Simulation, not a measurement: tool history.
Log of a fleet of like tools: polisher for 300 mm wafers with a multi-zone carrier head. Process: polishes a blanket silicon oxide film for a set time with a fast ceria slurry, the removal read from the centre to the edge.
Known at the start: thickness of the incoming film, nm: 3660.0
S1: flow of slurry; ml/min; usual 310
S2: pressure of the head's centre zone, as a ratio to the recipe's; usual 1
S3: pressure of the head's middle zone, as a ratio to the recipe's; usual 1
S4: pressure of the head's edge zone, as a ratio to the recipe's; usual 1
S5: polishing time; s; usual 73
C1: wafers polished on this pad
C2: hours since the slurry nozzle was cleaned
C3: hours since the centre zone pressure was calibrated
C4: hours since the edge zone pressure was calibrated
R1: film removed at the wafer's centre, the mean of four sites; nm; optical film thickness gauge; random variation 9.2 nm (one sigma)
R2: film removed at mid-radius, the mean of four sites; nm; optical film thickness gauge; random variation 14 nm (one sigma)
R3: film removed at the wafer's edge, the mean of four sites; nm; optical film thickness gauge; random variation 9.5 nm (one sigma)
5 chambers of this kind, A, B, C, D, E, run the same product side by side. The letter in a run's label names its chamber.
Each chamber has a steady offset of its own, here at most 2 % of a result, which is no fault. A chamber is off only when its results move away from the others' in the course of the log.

-- hour=5.1 chamber E: worn pad replaced by a new one
-- hour=8.2 chamber C: worn pad replaced by a new one
run 1B hour=8.2 | S1=310 S2=1 S3=1 S4=1 S5=73 | C1=700 C2=295.6 C3=344.6 C4=1011.1 | R1=1141 R2=1126.1 R3=1140.6
run 2E hour=14.8 | S1=310 S2=1 S3=1 S4=1 S5=73 | C1=121 C2=159.8 C3=469.9 C4=914 | R1=1127.8 R2=1168.7 R3=1127.2
-- hour=18.7 chamber B: worn pad replaced by a new one
run 3C hour=24.2 | S1=310 S2=1 S3=1 S4=1 S5=73 | C1=201 C2=111.6 C3=380.5 C4=980.5 | R1=1141.6 R2=1127.2 R3=1133.1
run 4A hour=33.1 | S1=310 S2=1 S3=1 S4=1 S5=73 | C1=871 C2=102 C3=765.6 C4=115.8 | R1=1116.1 R2=1151.2 R3=1140.8
run 5D hour=39.2 | S1=310 S2=1 S3=1 S4=1 S5=73 | C1=1116 C2=297.1 C3=483.2 C4=258.3 | R1=1132.1 R2=1147.1 R3=1129.2
run 6A hour=49.7 | S1=310 S2=1 S3=1 S4=1.06 S5=61 | C1=1079 C2=118.6 C3=782.2 C4=132.4 | R1=923.17 R2=951.88 R3=969.06
run 7B hour=55.5 | S1=310 S2=1 S3=1 S4=1.06 S5=61 | C1=461 C2=342.9 C3=391.9 C4=1058.4 | R1=953.25 R2=955.07 R3=984.73
-- hour=59.3 chamber E: worn pad replaced by a new one
-- hour=62 chamber C: worn pad replaced by a new one
run 8D hour=62.7 | S1=310 S2=1 S3=1 S4=1.06 S5=61 | C1=1410 C2=320.6 C3=506.7 C4=281.8 | R1=941.77 R2=963.22 R3=957.23
-- hour=66 chamber D: worn pad replaced by a new one
run 9C hour=68.9 | S1=310 S2=1 S3=1 S4=1.06 S5=61 | C1=86 C2=156.3 C3=425.2 C4=1025.2 | R1=956.9 R2=964.77 R3=970.72
run 10E hour=77.5 | S1=310 S2=1 S3=1 S4=1.06 S5=61 | C1=228 C2=222.5 C3=532.6 C4=976.7 | R1=949.31 R2=949.45 R3=977.5
-- hour=84.5 chamber B: worn pad replaced by a new one
run 11B hour=89 | S1=310 S2=1 S3=1 S4=1 S5=73 | C1=56 C2=376.4 C3=425.4 C4=1091.9 | R1=1150.5 R2=1141.5 R3=1138.1
run 12D hour=96 | S1=310 S2=1 S3=1 S4=1 S5=73 | C1=376 C2=353.9 C3=540 C4=315.1 | R1=1110.5 R2=1152.4 R3=1119.2
run 13A hour=107.4 | S1=310 S2=1 S3=1 S4=1 S5=73 | C1=1802 C2=176.3 C3=839.9 C4=190.1 | R1=1120.3 R2=1125.1 R3=1113.4
-- hour=113.2 chamber E: worn pad replaced by a new one
-- hour=114.7 chamber C: worn pad replaced by a new one
-- hour=115.9 chamber C: centre zone pressure recalibrated
run 14C hour=118.5 | S1=310 S2=1 S3=1 S4=1 S5=73 | C1=47 C2=205.9 C3=2.7 C4=1074.8 | R1=1158 R2=1151.4 R3=1117.5
-- hour=128.4 chamber E: slurry nozzle cleaned
run 15E hour=130.4 | S1=345 S2=1 S3=1 S4=1 S5=93 | C1=216 C2=2 C3=585.5 C4=1029.6 | R1=1479.8 R2=1465 R3=1448.3
run 16B hour=138.9 | S1=345 S2=1 S3=1 S4=1 S5=93 | C1=681 C2=426.3 C3=475.3 C4=1141.8 | R1=1488.8 R2=1479.6 R3=1476.3
run 17C hour=149.6 | S1=345 S2=1 S3=1 S4=1 S5=93 | C1=437 C2=237 C3=33.8 C4=1105.9 | R1=1467.7 R2=1482.3 R3=1440.2
-- hour=155.2 chamber B: worn pad replaced by a new one
run 18D hour=158.9 | S1=345 S2=1 S3=1 S4=1 S5=93 | C1=1165 C2=416.8 C3=602.9 C4=378 | R1=1459.6 R2=1448.6 R3=1432.5
-- hour=162.1 chamber D: worn pad replaced by a new one
-- hour=166.2 chamber B: slurry nozzle cleaned
run 19A hour=168 | S1=345 S2=1 S3=1 S4=1 S5=93 | C1=2562 C2=236.9 C3=900.5 C4=250.7 | R1=1390.5 R2=1438 R3=1402.4
run 20E hour=174.4 | S1=310 S2=1 S3=1 S4=1 S5=73 | C1=768 C2=46 C3=629.5 C4=1073.6 | R1=1137.4 R2=1119 R3=1123.6
-- hour=175.4 chamber C: worn pad replaced by a new one
-- hour=177.8 chamber E: worn pad replaced by a new one
run 21E hour=184.8 | S1=310 S2=1 S3=1 S4=1 S5=55 | C1=88 C2=56.4 C3=639.9 C4=1084 | R1=864.54 R2=859.02 R3=857.4
run 22B hour=190.4 | S1=310 S2=1 S3=1 S4=1 S5=55 | C1=441 C2=24.3 C3=526.8 C4=1193.3 | R1=855.78 R2=862.7 R3=864.97
-- hour=191.8 chamber A: centre zone pressure recalibrated
run 23D hour=196.7 | S1=310 S2=1 S3=1 S4=1 S5=55 | C1=434 C2=454.6 C3=640.7 C4=415.8 | R1=844.66 R2=858.56 R3=835.99
run 24C hour=207.5 | S1=310 S2=1 S3=1 S4=1 S5=55 | C1=403 C2=294.9 C3=91.7 C4=1163.8 | R1=864.26 R2=847.23 R3=851.66
run 25A hour=215 | S1=310 S2=1 S3=1 S4=1 S5=55 | C1=3151 C2=283.9 C3=23.3 C4=297.7 | R1=806.5 R2=808.45 R3=827.71
run 26E hour=220.7 | S1=310 S2=1 S3=1 S4=1 S5=73 | C1=538 C2=92.3 C3=675.8 C4=1119.9 | R1=1134.8 R2=1173.5 R3=1130.4
-- hour=227 chamber C: worn pad replaced by a new one
run 27C hour=227.3 | S1=310 S2=1 S3=1 S4=1 S5=73 | C1=4 C2=314.7 C3=111.5 C4=1183.6 | R1=1160.9 R2=1146.5 R3=1125.7
-- hour=229.7 chamber B: worn pad replaced by a new one
run 28A hour=234.9 | S1=310 S2=1 S3=1 S4=1 S5=73 | C1=3400 C2=303.8 C3=43.2 C4=317.6 | R1=1062.1 R2=1098.6 R3=1076.3
run 29B hour=244.9 | S1=310 S2=1 S3=1 S4=1 S5=73 | C1=191 C2=78.8 C3=581.3 C4=1247.8 | R1=1165.3 R2=1110.3 R3=1158.6
-- hour=250.3 chamber D: slurry nozzle cleaned
run 30D hour=252.8 | S1=310 S2=1 S3=1 S4=1 S5=73 | C1=1137 C2=2.5 C3=696.8 C4=471.9 | R1=1132 R2=1133.1 R3=1107.1
run 31B hour=259.5 | S1=310 S2=1 S3=1 S4=1 S5=73 | C1=374 C2=93.4 C3=595.9 C4=1262.4 | R1=1125.6 R2=1141.4 R3=1137.6
-- hour=266.9 chamber A: slurry nozzle cleaned
run 32C hour=268.3 | S1=310 S2=1 S3=1 S4=1 S5=73 | C1=518 C2=355.7 C3=152.5 C4=1224.6 | R1=1134.3 R2=1111.5 R3=1120
run 33A hour=278 | S1=310 S2=1 S3=1 S4=1 S5=73 | C1=3941 C2=11.1 C3=86.3 C4=360.7 | R1=1063 R2=1065.7 R3=1080.2

Is one chamber off against the others, does the gauge drift, or is nothing wrong? If a chamber is off, say which, and what the likeliest cause is.

Chamber A drifts away from the others.
Cause: removal rate lost through wear of the pad, % = 6.36.

Here are 4 candidates for chamber A's next run, each the usual settings with a change, their results left as question marks. Which one brings its results back in line with what the others give on the usual settings?
In line means no further than this from the other chambers' mean on the usual settings: R1 32 nm; R2 49 nm; R3 33 nm
run 34A-1 hour=286.9 | S1=315 S2=1.02 S3=1 S4=1 S5=78 | R1=? R2=? R3=?
run 34A-2 hour=286.9 | S1=310 S2=0.98 S3=1.01 S4=1 S5=69 | R1=? R2=? R3=?
run 34A-3 hour=286.9 | S1=310 S2=1.01 S3=1 S4=1 S5=74 | R1=? R2=? R3=?
run 34A-4 hour=286.9 | S1=310 S2=0.99 S3=1 S4=1 S5=72 | R1=? R2=? R3=?

The other chambers' mean on the usual settings: R1 1139.3 nm; R2 1138.9 nm; R3 1130.6 nm
run=34A-1 R1=1146.2 R2=1143.5 R3=1136.8
run=34A-2 R1=969.61 R2=1019.4 R3=1004.3
run=34A-3 R1=1074.2 R2=1083.3 R3=1077.2
run=34A-4 R1=1022.8 R2=1054.1 R3=1048.1
34A-1 brings the chamber back in line.
